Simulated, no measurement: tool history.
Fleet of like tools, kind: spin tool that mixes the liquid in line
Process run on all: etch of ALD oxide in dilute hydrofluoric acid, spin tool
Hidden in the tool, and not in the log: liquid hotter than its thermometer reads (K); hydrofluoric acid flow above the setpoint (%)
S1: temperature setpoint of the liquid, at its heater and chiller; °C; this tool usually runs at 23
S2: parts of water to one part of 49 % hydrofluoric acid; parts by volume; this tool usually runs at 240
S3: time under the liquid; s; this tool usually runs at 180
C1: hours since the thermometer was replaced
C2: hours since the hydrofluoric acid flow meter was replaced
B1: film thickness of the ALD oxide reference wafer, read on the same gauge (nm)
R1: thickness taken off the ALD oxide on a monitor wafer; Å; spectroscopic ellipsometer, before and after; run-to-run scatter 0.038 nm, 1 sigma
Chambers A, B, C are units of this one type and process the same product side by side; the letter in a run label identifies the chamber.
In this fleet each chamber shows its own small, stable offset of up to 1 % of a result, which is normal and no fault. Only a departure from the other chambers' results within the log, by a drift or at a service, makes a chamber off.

run,hour,S1,S2,S3,C1,C2,B1,R1
1A,5.9,23,240,180,1593.6,1231.5,29.997,116.41
2B,12.1,23,240,180,140.3,1691.8,30.003,114.9
3C,18.2,23,240,180,360.1,1719.9,30.008,116.57
4B,23.3,23,240,180,151.5,1703,30.025,116.02
5A,29.9,23,240,180,1617.6,1255.5,29.989,116.15
6C,37.7,23,240,180,379.6,1739.4,29.994,116.68
7B,45.3,23,240,180,173.5,1725,30.049,115.98
8A,51.2,23,240,180,1638.9,1276.8,30.002,116.01
9C,58.9,23,240,180,400.8,1760.6,30.003,117.34
10C,66.2,20.5,240,260,408.1,1767.9,29.975,154.59
11B,73.2,20.5,240,260,201.4,1752.9,29.988,153.23
12A,83.6,20.5,240,260,1671.3,1309.2,29.981,152.89
13C,90.2,23,240,180,432.1,1791.9,30.007,116.7
14A,97.3,23,240,180,1685,1322.9,29.991,117.12
15B,107.6,23,240,180,235.8,1787.3,30.006,115.69
16A,116.8,23,240,180,1704.5,1342.4,30.001,116.75
17B,127.6,23,240,180,255.8,1807.3,30.015,116.57
18C,134.1,23,240,180,476,1835.8,30.005,116.66
19B,144.7,23,240,180,272.9,1824.4,30.002,116.75
20A,154.7,23,240,180,1742.4,1380.3,29.962,116.96
21C,163.1,23,240,180,505,1864.8,29.991,116.55
22B,171.7,23,240,180,299.9,1851.4,29.99,117.03
23A,181.4,23,240,180,1769.1,1407,29.978,117.1
24C,189.9,23,240,180,531.8,1891.6,29.994,116.55
25A,197.5,23,240,180,1785.2,1423.1,29.973,116.63
26C,207.4,23,240,180,549.3,1909.1,30.006,117.17
27B,212.6,23,240,180,340.8,1892.3,29.984,117.52
28B,222.1,23,240,180,350.3,1901.8,29.969,118.2
29C,231.1,23,240,180,573,1932.8,29.964,116.89
30A,236.9,23,240,180,1824.6,1462.5,29.962,116.28
31A,243.7,23,240,180,1831.4,1469.3,29.996,115.82
32C,248.5,23,240,180,590.4,1950.2,29.982,116.36
33B,258.8,23,240,180,387,1938.5,30.019,118.59
34B,269.4,23,240,180,397.6,1949.1,30.024,119.21
35A,279.8,25,240,70,1867.5,1505.4,30.015,48.739
36C,286,25,240,70,627.9,1987.7,29.979,48.859

Next, every chamber runs the same settings. What will each give?
37A,294,23,240,180,,,,?
37B,294,23,240,180,,,,?
37C,294,23,240,180,,,,?

run,R1
37A,117.24
37B,119.69
37C,117.43

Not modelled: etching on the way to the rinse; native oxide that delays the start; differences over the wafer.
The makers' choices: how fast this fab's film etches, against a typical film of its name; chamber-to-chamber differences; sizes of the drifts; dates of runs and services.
